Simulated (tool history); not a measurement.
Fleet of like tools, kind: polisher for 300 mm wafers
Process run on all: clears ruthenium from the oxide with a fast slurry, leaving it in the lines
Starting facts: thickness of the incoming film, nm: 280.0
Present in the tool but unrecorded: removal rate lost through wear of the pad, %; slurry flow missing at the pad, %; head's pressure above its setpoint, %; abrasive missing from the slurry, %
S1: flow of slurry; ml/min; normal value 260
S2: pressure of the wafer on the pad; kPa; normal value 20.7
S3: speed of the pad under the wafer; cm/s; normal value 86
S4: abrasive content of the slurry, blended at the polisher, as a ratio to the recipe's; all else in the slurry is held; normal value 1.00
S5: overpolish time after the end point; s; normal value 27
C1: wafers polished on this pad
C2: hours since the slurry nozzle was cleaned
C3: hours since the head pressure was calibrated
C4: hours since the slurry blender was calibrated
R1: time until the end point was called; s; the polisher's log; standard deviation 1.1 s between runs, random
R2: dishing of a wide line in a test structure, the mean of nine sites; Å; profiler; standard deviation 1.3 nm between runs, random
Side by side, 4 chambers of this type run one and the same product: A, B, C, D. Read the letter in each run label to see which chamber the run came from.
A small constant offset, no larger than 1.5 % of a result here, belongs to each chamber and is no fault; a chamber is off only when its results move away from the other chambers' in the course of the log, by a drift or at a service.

Run 1C, hour 4.6: usual settings; C1 612; C2 418.2; C3 90.6; C4 146.5. Result: R1 81.407 s, R2 715.37 Å.
Run 2B, hour 8.0: usual settings; C1 638; C2 227.9; C3 553.4; C4 169.3. Result: R1 80.294 s, R2 735.04 Å.
At hour 10.1: chamber B: head pressure recalibrated.
Run 3D, hour 12.6: usual settings; C1 227; C2 622.9; C3 849.3; C4 250.4. Result: R1 80.794 s, R2 692.50 Å.
At hour 14.4: chamber C: slurry nozzle cleaned.
Run 4A, hour 16.7: usual settings; C1 1133; C2 217.7; C3 288.5; C4 149.7. Result: R1 81.280 s, R2 712.14 Å.
Run 5C, hour 19.7: usual settings; C1 767; C2 5.3; C3 105.7; C4 161.6. Result: R1 80.338 s, R2 708.88 Å.
At hour 24.0: chamber C: slurry blender recalibrated.
Run 6D, hour 24.3: usual settings; C1 346; C2 634.6; C3 861.0; C4 262.1. Result: R1 79.734 s, R2 700.49 Å.
Run 7A, hour 29.1: usual settings; C1 1259; C2 230.1; C3 300.9; C4 162.1. Result: R1 82.933 s, R2 710.57 Å.
Run 8B, hour 33.6: usual settings but S2 17.2 kPa, S4 1.25; C1 900; C2 253.5; C3 23.5; C4 194.9. Result: R1 87.250 s, R2 650.44 Å.
Run 9C, hour 37.1: usual settings but S2 17.2 kPa, S4 1.25; C1 944; C2 22.7; C3 123.1; C4 13.1. Result: R1 89.839 s, R2 644.34 Å.
At hour 38.0: chamber A: worn pad replaced by a new one.
Run 10B, hour 41.1: usual settings but S2 17.2 kPa, S4 1.25; C1 976; C2 261.0; C3 31.0; C4 202.4. Result: R1 87.750 s, R2 634.68 Å.
Run 11A, hour 45.1: usual settings but S2 17.2 kPa, S4 1.25; C1 73; C2 246.1; C3 316.9; C4 178.1. Result: R1 88.832 s, R2 634.81 Å.
Run 12D, hour 48.0: usual settings but S3 58 cm/s; C1 588; C2 658.3; C3 884.7; C4 285.8. Result: R1 117.000 s, R2 481.17 Å.
Run 13B, hour 50.3: usual settings but S3 58 cm/s; C1 1070; C2 270.2; C3 40.2; C4 211.6. Result: R1 118.130 s, R2 496.53 Å.
Run 14D, hour 53.5: usual settings but S3 58 cm/s; C1 644; C2 663.8; C3 890.2; C4 291.3. Result: R1 118.070 s, R2 519.44 Å.
Run 15C, hour 56.5: usual settings but S3 58 cm/s; C1 1142; C2 42.1; C3 142.5; C4 32.5. Result: R1 121.220 s, R2 514.33 Å.
At hour 57.4: chamber C: worn pad replaced by a new one.
Run 16A, hour 61.1: usual settings; C1 236; C2 262.1; C3 332.9; C4 194.1. Result: R1 79.803 s, R2 707.51 Å.
At hour 63.6: chamber A: slurry nozzle cleaned.
At hour 65.3: chamber A: slurry blender recalibrated.
At hour 66.0: chamber B: worn pad replaced by a new one.
Run 17D, hour 66.0: usual settings but S3 102 cm/s, S5 42 s; C1 772; C2 676.3; C3 902.7; C4 303.8. Result: R1 67.684 s, R2 1081.70 Å.
Run 18C, hour 69.2: usual settings but S3 102 cm/s, S5 42 s; C1 120; C2 54.8; C3 155.2; C4 45.2. Result: R1 67.381 s, R2 1079.60 Å.
Run 19A, hour 73.5: usual settings but S3 102 cm/s, S5 42 s; C1 363; C2 10.0; C3 345.3; C4 8.2. Result: R1 67.119 s, R2 1125.00 Å.
Run 20B, hour 77.9: usual settings but S3 102 cm/s, S5 42 s; C1 121; C2 297.8; C3 67.8; C4 239.2. Result: R1 68.608 s, R2 1139.20 Å.
At hour 81.2: chamber D: worn pad replaced by a new one.
Run 21C, hour 81.2: usual settings; C1 243; C2 66.8; C3 167.2; C4 57.2. Result: R1 77.849 s, R2 724.38 Å.
Run 22B, hour 84.1: usual settings; C1 185; C2 304.0; C3 74.0; C4 245.4. Result: R1 79.347 s, R2 699.89 Å.
Run 23D, hour 86.8: usual settings but S5 41 s; C1 58; C2 697.1; C3 923.5; C4 324.6. Result: R1 80.480 s, R2 954.94 Å.
Run 24A, hour 91.8: usual settings but S5 41 s; C1 550; C2 28.3; C3 363.6; C4 26.5. Result: R1 80.824 s, R2 954.77 Å.
At hour 93.6: chamber B: slurry blender recalibrated.
Run 25A, hour 94.5: usual settings but S5 41 s; C1 577; C2 31.0; C3 366.3; C4 29.2. Result: R1 81.125 s, R2 942.26 Å.
Run 26B, hour 98.5: usual settings but S5 41 s; C1 332; C2 318.4; C3 88.4; C4 4.9. Result: R1 79.057 s, R2 972.48 Å.
Run 27C, hour 102.9: usual settings; C1 464; C2 88.5; C3 188.9; C4 78.9. Result: R1 81.405 s, R2 703.62 Å.
Run 28D, hour 106.6: usual settings; C1 260; C2 716.9; C3 943.3; C4 344.4. Result: R1 79.249 s, R2 693.08 Å.
Run 29A, hour 110.4: usual settings; C1 740; C2 46.9; C3 382.2; C4 45.1. Result: R1 80.485 s, R2 705.30 Å.

Next, every chamber runs the same settings. What will each give?
Run 30A, hour 114.0: usual settings but S5 36 s. Result: R1 ?, R2 ?.
Run 30B, hour 114.0: usual settings but S5 36 s. Result: R1 ?, R2 ?.
Run 30C, hour 114.0: usual settings but S5 36 s. Result: R1 ?, R2 ?.
Run 30D, hour 114.0: usual settings but S5 36 s. Result: R1 ?, R2 ?.

run      R1      R2
30A  80.292  871.54
30B  81.359  887.49
30C  80.827  906.38
30D  79.544  893.33

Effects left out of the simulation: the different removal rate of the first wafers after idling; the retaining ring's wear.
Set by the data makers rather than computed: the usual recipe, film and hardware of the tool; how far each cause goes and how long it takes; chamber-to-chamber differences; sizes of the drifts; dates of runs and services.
